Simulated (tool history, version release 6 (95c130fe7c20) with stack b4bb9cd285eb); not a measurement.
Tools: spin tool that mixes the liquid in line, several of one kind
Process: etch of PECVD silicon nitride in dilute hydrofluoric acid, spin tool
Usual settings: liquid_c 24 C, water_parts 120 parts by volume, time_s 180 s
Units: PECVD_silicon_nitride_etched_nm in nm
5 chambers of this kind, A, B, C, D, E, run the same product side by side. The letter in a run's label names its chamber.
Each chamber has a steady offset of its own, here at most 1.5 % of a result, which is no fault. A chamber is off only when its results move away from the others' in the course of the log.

| run | hour | liquid_c | water_parts | time_s | read-back film thickness of the PECVD silicon nitride reference wafer, read on the same gauge (nm) | PECVD_silicon_nitride_etched_nm |
|---|---|---|---|---|---|---|
| 1E | 2.6 | 24 | 120 | 180 | 110 | 4.1158 |
| 2D | 5.9 | 24 | 120 | 180 | 109.95 | 4.1632 |
| 3C | 9.5 | 24 | 120 | 180 | 109.94 | 4.1523 |
| 4A | 13.1 | 24 | 120 | 180 | 110.05 | 4.1811 |
| 5B | 16.8 | 24 | 120 | 180 | 110.01 | 4.152 |
|  | 19.5 | chamber E: thermometer replaced |
| 6C | 20.6 | 24 | 120 | 180 | 109.99 | 4.1066 |
| 7E | 23.8 | 24 | 120 | 180 | 110.03 | 4.1073 |
| 8A | 25.9 | 24 | 120 | 180 | 110 | 4.1841 |
| 9B | 29.9 | 24 | 120 | 180 | 110 | 4.1575 |
| 10D | 32.1 | 24 | 120 | 180 | 110.01 | 4.1061 |
| 11A | 34.5 | 24 | 120 | 180 | 109.99 | 4.2098 |
| 12D | 38.3 | 24 | 120 | 180 | 110 | 4.1544 |
| 13B | 41.8 | 20 | 120 | 180 | 109.98 | 3.14 |
| 14E | 43.6 | 20 | 120 | 180 | 110 | 3.1719 |
| 15C | 46 | 20 | 120 | 180 | 109.96 | 3.1948 |
| 16D | 48.2 | 20 | 120 | 180 | 110.02 | 3.1692 |
| 17B | 50.6 | 20 | 120 | 180 | 110 | 3.1958 |
| 18A | 54.2 | 24 | 120 | 180 | 110.01 | 4.1997 |
| 19C | 58 | 28 | 120 | 230 | 109.98 | 6.6993 |
| 20E | 60.1 | 28 | 120 | 230 | 110 | 6.801 |
| 21D | 64 | 28 | 120 | 230 | 110.02 | 6.8279 |
| 22A | 67.5 | 28 | 120 | 230 | 109.98 | 6.9231 |
| 23B | 70.4 | 28 | 120 | 230 | 110.01 | 6.8481 |
| 24E | 74.2 | 24 | 120 | 180 | 110 | 4.1357 |
| 25C | 76.7 | 24 | 120 | 265 | 110 | 6.0258 |
|  | 79.3 | chamber A: thermometer replaced |
| 26C | 80.8 | 24 | 120 | 265 | 110 | 6.0803 |
| 27D | 83.4 | 24 | 120 | 265 | 109.99 | 6.0687 |
| 28B | 86.5 | 24 | 120 | 265 | 110.01 | 6.1819 |
| 29E | 89.6 | 24 | 120 | 265 | 110 | 6.0032 |
| 30A | 92.6 | 24 | 120 | 180 | 109.98 | 4.164 |
| 31E | 96.3 | 24 | 120 | 180 | 110.02 | 4.0542 |
| 32B | 100.5 | 24 | 120 | 180 | 109.98 | 4.1688 |
| 33C | 103.3 | 25.5 | 120 | 135 | 109.99 | 3.4066 |
| 34D | 106.5 | 25.5 | 120 | 135 | 110 | 3.4242 |

Is one chamber off against the others, does the gauge drift, or is nothing wrong? If a chamber is off, say which, and what the likeliest cause is.

No chamber stands off beyond its own small offset, and the gauge holds steady.
